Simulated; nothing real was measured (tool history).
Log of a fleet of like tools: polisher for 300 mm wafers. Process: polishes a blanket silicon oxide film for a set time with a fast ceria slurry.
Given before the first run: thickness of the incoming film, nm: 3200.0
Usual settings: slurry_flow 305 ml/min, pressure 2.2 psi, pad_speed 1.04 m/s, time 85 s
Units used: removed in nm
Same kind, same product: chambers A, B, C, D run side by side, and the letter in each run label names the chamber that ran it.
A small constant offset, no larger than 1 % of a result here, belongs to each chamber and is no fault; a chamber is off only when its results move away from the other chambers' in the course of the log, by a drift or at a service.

{"run": "1C", "hour": 3.9, "slurry_flow": 305, "pressure": 2.2, "pad_speed": 1.04, "time": 85, "removed": 1008.8}
{"hour": 7.5, "done": "chamber B: worn pad replaced by a new one"}
{"run": "2B", "hour": 7.9, "slurry_flow": 305, "pressure": 2.2, "pad_speed": 1.04, "time": 85, "removed": 1014.3}
{"hour": 9.5, "done": "chamber A: worn pad replaced by a new one"}
{"run": "3A", "hour": 12.4, "slurry_flow": 305, "pressure": 2.2, "pad_speed": 1.04, "time": 85, "removed": 1019.5}
{"hour": 15.3, "done": "chamber A: head pressure recalibrated"}
{"run": "4D", "hour": 15.5, "slurry_flow": 305, "pressure": 2.2, "pad_speed": 1.04, "time": 85, "removed": 1035.8}
{"hour": 15.8, "done": "chamber A: slurry nozzle cleaned"}
{"hour": 18.8, "done": "chamber D: worn pad replaced by a new one"}
{"run": "5D", "hour": 18.8, "slurry_flow": 305, "pressure": 2.2, "pad_speed": 1.04, "time": 85, "removed": 1011.6}
{"run": "6A", "hour": 24.6, "slurry_flow": 305, "pressure": 2.2, "pad_speed": 1.04, "time": 85, "removed": 1017.9}
{"run": "7C", "hour": 29.0, "slurry_flow": 385, "pressure": 2.7, "pad_speed": 1.04, "time": 85, "removed": 1286}
{"run": "8B", "hour": 33.8, "slurry_flow": 385, "pressure": 2.7, "pad_speed": 1.04, "time": 85, "removed": 1264.7}
{"run": "9A", "hour": 36.7, "slurry_flow": 385, "pressure": 2.7, "pad_speed": 1.04, "time": 85, "removed": 1292.5}
{"hour": 37.2, "done": "chamber C: worn pad replaced by a new one"}
{"hour": 38.9, "done": "chamber B: head pressure recalibrated"}
{"run": "10C", "hour": 41.9, "slurry_flow": 385, "pressure": 2.7, "pad_speed": 1.04, "time": 85, "removed": 1261.2}
{"run": "11B", "hour": 45.4, "slurry_flow": 305, "pressure": 2.2, "pad_speed": 1.04, "time": 85, "removed": 1063.8}
{"run": "12D", "hour": 50.3, "slurry_flow": 305, "pressure": 2.2, "pad_speed": 1.04, "time": 85, "removed": 1006.5}
{"run": "13B", "hour": 56.4, "slurry_flow": 305, "pressure": 2.2, "pad_speed": 1.04, "time": 85, "removed": 1065.8}
{"run": "14C", "hour": 59.5, "slurry_flow": 305, "pressure": 2.2, "pad_speed": 1.04, "time": 85, "removed": 1012.2}
{"hour": 59.6, "done": "chamber D: worn pad replaced by a new one"}
{"run": "15A", "hour": 65.0, "slurry_flow": 305, "pressure": 2.2, "pad_speed": 1.04, "time": 85, "removed": 1027}
{"run": "16D", "hour": 70.6, "slurry_flow": 305, "pressure": 2.2, "pad_speed": 1.04, "time": 85, "removed": 1020.7}
{"run": "17C", "hour": 74.4, "slurry_flow": 305, "pressure": 2.2, "pad_speed": 1.04, "time": 85, "removed": 1009.8}
{"run": "18D", "hour": 79.1, "slurry_flow": 305, "pressure": 2.2, "pad_speed": 1.04, "time": 85, "removed": 1023.2}
{"run": "19A", "hour": 82.1, "slurry_flow": 305, "pressure": 2.2, "pad_speed": 1.04, "time": 85, "removed": 1013.3}
{"hour": 84.5, "done": "chamber B: worn pad replaced by a new one"}
{"run": "20B", "hour": 87.8, "slurry_flow": 305, "pressure": 2.2, "pad_speed": 1.04, "time": 85, "removed": 1061.4}
{"hour": 88.2, "done": "chamber A: worn pad replaced by a new one"}
{"run": "21B", "hour": 92.3, "slurry_flow": 305, "pressure": 2.2, "pad_speed": 1.04, "time": 85, "removed": 1065.8}
{"run": "22C", "hour": 95.7, "slurry_flow": 305, "pressure": 2.2, "pad_speed": 1.36, "time": 85, "removed": 1314.8}
{"run": "23D", "hour": 99.8, "slurry_flow": 305, "pressure": 2.2, "pad_speed": 1.36, "time": 85, "removed": 1332.8}
{"hour": 104.4, "done": "chamber D: worn pad replaced by a new one"}
{"run": "24A", "hour": 104.9, "slurry_flow": 305, "pressure": 2.2, "pad_speed": 1.36, "time": 85, "removed": 1340.7}
{"hour": 105.5, "done": "chamber C: worn pad replaced by a new one"}
{"run": "25C", "hour": 110.8, "slurry_flow": 305, "pressure": 2.2, "pad_speed": 1.36, "time": 85, "removed": 1310.7}
{"run": "26D", "hour": 113.5, "slurry_flow": 305, "pressure": 2.2, "pad_speed": 1.04, "time": 85, "removed": 1024.7}
{"run": "27A", "hour": 117.6, "slurry_flow": 305, "pressure": 3, "pad_speed": 0.8, "time": 85, "removed": 1072.6}
{"run": "28B", "hour": 120.6, "slurry_flow": 305, "pressure": 3, "pad_speed": 0.8, "time": 85, "removed": 1119.9}
{"run": "29A", "hour": 124.3, "slurry_flow": 305, "pressure": 3, "pad_speed": 0.8, "time": 85, "removed": 1075.1}
{"run": "30B", "hour": 127.8, "slurry_flow": 305, "pressure": 3, "pad_speed": 0.8, "time": 85, "removed": 1122.5}

All 4 chambers run these settings next. Forecast each chamber's results:
{"run": "31A", "hour": 132.3, "slurry_flow": 305, "pressure": 2.2, "pad_speed": 1.04, "time": 85, "removed": "?"}
{"run": "31B", "hour": 132.3, "slurry_flow": 305, "pressure": 2.2, "pad_speed": 1.04, "time": 85, "removed": "?"}
{"run": "31C", "hour": 132.3, "slurry_flow": 305, "pressure": 2.2, "pad_speed": 1.04, "time": 85, "removed": "?"}
{"run": "31D", "hour": 132.3, "slurry_flow": 305, "pressure": 2.2, "pad_speed": 1.04, "time": 85, "removed": "?"}

run=31A removed=1021.6
run=31B removed=1047.5
run=31C removed=1003.8
run=31D removed=1023.6

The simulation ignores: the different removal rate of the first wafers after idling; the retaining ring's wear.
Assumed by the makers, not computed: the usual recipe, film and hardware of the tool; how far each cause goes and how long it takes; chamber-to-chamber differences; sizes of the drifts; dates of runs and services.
